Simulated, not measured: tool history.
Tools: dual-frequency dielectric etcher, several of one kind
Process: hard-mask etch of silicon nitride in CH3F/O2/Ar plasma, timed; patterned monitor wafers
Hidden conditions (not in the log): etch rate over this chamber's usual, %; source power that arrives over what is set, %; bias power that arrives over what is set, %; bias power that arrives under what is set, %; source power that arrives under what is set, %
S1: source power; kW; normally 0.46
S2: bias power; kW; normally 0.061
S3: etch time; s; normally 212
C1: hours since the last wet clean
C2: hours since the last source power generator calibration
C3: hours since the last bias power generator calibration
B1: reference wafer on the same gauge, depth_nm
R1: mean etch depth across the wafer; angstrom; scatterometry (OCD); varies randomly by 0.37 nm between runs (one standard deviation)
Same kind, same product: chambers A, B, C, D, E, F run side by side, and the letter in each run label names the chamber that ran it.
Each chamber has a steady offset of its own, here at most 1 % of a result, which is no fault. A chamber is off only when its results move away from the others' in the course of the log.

{"run": "1B", "day": 0.217, "S1": 0.46, "S2": 0.061, "S3": 212, "C1": 337.1, "C2": 50, "C3": 976.6, "B1": 135.95, "R1": 1474.8}
{"run": "2F", "day": 0.542, "S1": 0.46, "S2": 0.061, "S3": 212, "C1": 171.2, "C2": 686.1, "C3": 3515.2, "B1": 136.03, "R1": 1488.7}
{"run": "3D", "day": 0.708, "S1": 0.46, "S2": 0.061, "S3": 212, "C1": 300.3, "C2": 3527.9, "C3": 651.4, "B1": 136.12, "R1": 1485.1}
{"run": "4C", "day": 0.954, "S1": 0.46, "S2": 0.061, "S3": 212, "C1": 313.7, "C2": 4629.7, "C3": 2493.2, "B1": 135.99, "R1": 1489.2}
{"run": "5E", "day": 1.196, "S1": 0.46, "S2": 0.061, "S3": 212, "C1": 78.9, "C2": 3217, "C3": 3075.4, "B1": 136.07, "R1": 1478.4}
{"run": "6A", "day": 1.504, "S1": 0.46, "S2": 0.051, "S3": 273.5, "C1": 159, "C2": 3895.1, "C3": 2679.2, "B1": 136.01, "R1": 1830.9}
{"run": "7A", "day": 1.671, "S1": 0.46, "S2": 0.051, "S3": 273.5, "C1": 163, "C2": 3899.1, "C3": 2683.2, "B1": 136.02, "R1": 1815.8}
{"run": "8F", "day": 1.983, "S1": 0.46, "S2": 0.051, "S3": 273.5, "C1": 205.8, "C2": 720.7, "C3": 3549.8, "B1": 135.99, "R1": 1819.5}
{"run": "9E", "day": 2.204, "S1": 0.46, "S2": 0.051, "S3": 273.5, "C1": 103.1, "C2": 3241.2, "C3": 3099.6, "B1": 136.01, "R1": 1804.8}
{"run": "10D", "day": 2.354, "S1": 0.46, "S2": 0.051, "S3": 273.5, "C1": 339.8, "C2": 3567.4, "C3": 690.9, "B1": 135.96, "R1": 1804}
{"run": "11C", "day": 2.529, "S1": 0.46, "S2": 0.051, "S3": 273.5, "C1": 351.5, "C2": 4667.5, "C3": 2531, "B1": 136.06, "R1": 1814}
{"run": "12B", "day": 2.829, "S1": 0.46, "S2": 0.061, "S3": 212, "C1": 399.8, "C2": 112.7, "C3": 1039.3, "B1": 136.08, "R1": 1470.8}
{"run": "13E", "day": 3.125, "S1": 0.57, "S2": 0.061, "S3": 212, "C1": 125.2, "C2": 3263.3, "C3": 3121.7, "B1": 136.02, "R1": 1604.7}
{"run": "14B", "day": 3.304, "S1": 0.57, "S2": 0.061, "S3": 212, "C1": 411.2, "C2": 124.1, "C3": 1050.7, "B1": 136.05, "R1": 1605.3}
{"run": "15D", "day": 3.621, "S1": 0.57, "S2": 0.061, "S3": 212, "C1": 370.2, "C2": 3597.8, "C3": 721.3, "B1": 135.98, "R1": 1609}
{"run": "16F", "day": 3.779, "S1": 0.57, "S2": 0.061, "S3": 212, "C1": 248.9, "C2": 763.8, "C3": 3592.9, "B1": 135.91, "R1": 1625.7}
{"run": "17A", "day": 3.962, "S1": 0.57, "S2": 0.061, "S3": 212, "C1": 218, "C2": 3954.1, "C3": 2738.2, "B1": 135.95, "R1": 1628.6}
{"run": "18C", "day": 4.121, "S1": 0.57, "S2": 0.061, "S3": 212, "C1": 389.7, "C2": 4705.7, "C3": 2569.2, "B1": 136, "R1": 1622.5}
{"run": "19D", "day": 4.396, "S1": 0.46, "S2": 0.061, "S3": 212, "C1": 388.8, "C2": 3616.4, "C3": 739.9, "B1": 136.06, "R1": 1487}
{"run": "20F", "day": 4.55, "S1": 0.46, "S2": 0.061, "S3": 212, "C1": 267.4, "C2": 782.3, "C3": 3611.4, "B1": 135.91, "R1": 1499.8}
{"run": "21C", "day": 4.833, "S1": 0.46, "S2": 0.061, "S3": 212, "C1": 406.8, "C2": 4722.8, "C3": 2586.3, "B1": 135.98, "R1": 1501.8}
{"run": "22E", "day": 4.988, "S1": 0.46, "S2": 0.061, "S3": 212, "C1": 169.9, "C2": 3308, "C3": 3166.4, "B1": 136.04, "R1": 1478.2}
{"run": "23A", "day": 5.258, "S1": 0.46, "S2": 0.061, "S3": 212, "C1": 249.1, "C2": 3985.2, "C3": 2769.3, "B1": 135.97, "R1": 1488}
{"run": "24B", "day": 5.525, "S1": 0.46, "S2": 0.061, "S3": 212, "C1": 464.5, "C2": 177.4, "C3": 1104, "B1": 136, "R1": 1474}
{"run": "25F", "day": 5.854, "S1": 0.46, "S2": 0.061, "S3": 212, "C1": 298.7, "C2": 813.6, "C3": 3642.7, "B1": 135.88, "R1": 1489.4}
{"run": "26A", "day": 6.117, "S1": 0.46, "S2": 0.061, "S3": 212, "C1": 269.7, "C2": 4005.8, "C3": 2789.9, "B1": 135.97, "R1": 1486.6}
{"run": "27C", "day": 6.3, "S1": 0.46, "S2": 0.061, "S3": 212, "C1": 442, "C2": 4758, "C3": 2621.5, "B1": 135.97, "R1": 1511.5}
{"run": "28B", "day": 6.592, "S1": 0.46, "S2": 0.061, "S3": 212, "C1": 490.1, "C2": 203, "C3": 1129.6, "B1": 136, "R1": 1474.6}
{"run": "29E", "day": 6.917, "S1": 0.46, "S2": 0.061, "S3": 212, "C1": 216.2, "C2": 3354.3, "C3": 3212.7, "B1": 135.96, "R1": 1479.7}
{"run": "30D", "day": 7.075, "S1": 0.46, "S2": 0.061, "S3": 212, "C1": 453.1, "C2": 3680.7, "C3": 804.2, "B1": 135.97, "R1": 1486}
{"run": "31C", "day": 7.408, "S1": 0.46, "S2": 0.061, "S3": 212, "C1": 468.6, "C2": 4784.6, "C3": 2648.1, "B1": 136.04, "R1": 1527.6}
{"run": "32A", "day": 7.658, "S1": 0.46, "S2": 0.061, "S3": 212, "C1": 306.7, "C2": 4042.8, "C3": 2826.9, "B1": 135.95, "R1": 1490.9}
{"day": 7.721, "done": "chamber D: wet clean of the chamber"}
{"run": "33F", "day": 7.942, "S1": 0.46, "S2": 0.061, "S3": 212, "C1": 348.8, "C2": 863.7, "C3": 3692.8, "B1": 136, "R1": 1489.4}
{"run": "34E", "day": 8.175, "S1": 0.46, "S2": 0.061, "S3": 212, "C1": 246.4, "C2": 3384.5, "C3": 3242.9, "B1": 136.01, "R1": 1483.6}
{"run": "35D", "day": 8.375, "S1": 0.37, "S2": 0.047, "S3": 212, "C1": 15.8, "C2": 3711.9, "C3": 835.4, "B1": 136.01, "R1": 1252.9}
{"day": 8.462, "done": "chamber B: wet clean of the chamber"}
{"run": "36B", "day": 8.633, "S1": 0.37, "S2": 0.047, "S3": 212, "C1": 4.2, "C2": 252, "C3": 1178.6, "B1": 135.97, "R1": 1242.3}

Is one chamber off against the others, does the gauge drift, or is nothing wrong? If a chamber is off, say which, and what the likeliest cause is.

Chamber C drifts away from the others.
Most likely cause: etch rate over this chamber's usual, % = 3.57.

Which of the 4 candidates below, each the usual settings with something changed and its results left as question marks, puts chamber C back in line with what the other chambers give on the usual settings?
In line means no further than this from the other chambers' mean on the usual settings: R1 13 angstrom
{"run": "37C-1", "day": 8.879, "S1": 0.57, "S2": 0.061, "S3": 212, "R1": "?"}
{"run": "37C-2", "day": 8.879, "S1": 0.46, "S2": 0.047, "S3": 212, "R1": "?"}
{"run": "37C-3", "day": 8.879, "S1": 0.46, "S2": 0.061, "S3": 220, "R1": "?"}
{"run": "37C-4", "day": 8.879, "S1": 0.46, "S2": 0.061, "S3": 204, "R1": "?"}

Other chambers, usual settings, mean: R1 1484.2 angstrom
run=37C-1 R1=1672.6
run=37C-2 R1=1418.3
run=37C-3 R1=1599.3
run=37C-4 R1=1483
The right change is 37C-4: it brings the chamber back within the allowed miss of the others.

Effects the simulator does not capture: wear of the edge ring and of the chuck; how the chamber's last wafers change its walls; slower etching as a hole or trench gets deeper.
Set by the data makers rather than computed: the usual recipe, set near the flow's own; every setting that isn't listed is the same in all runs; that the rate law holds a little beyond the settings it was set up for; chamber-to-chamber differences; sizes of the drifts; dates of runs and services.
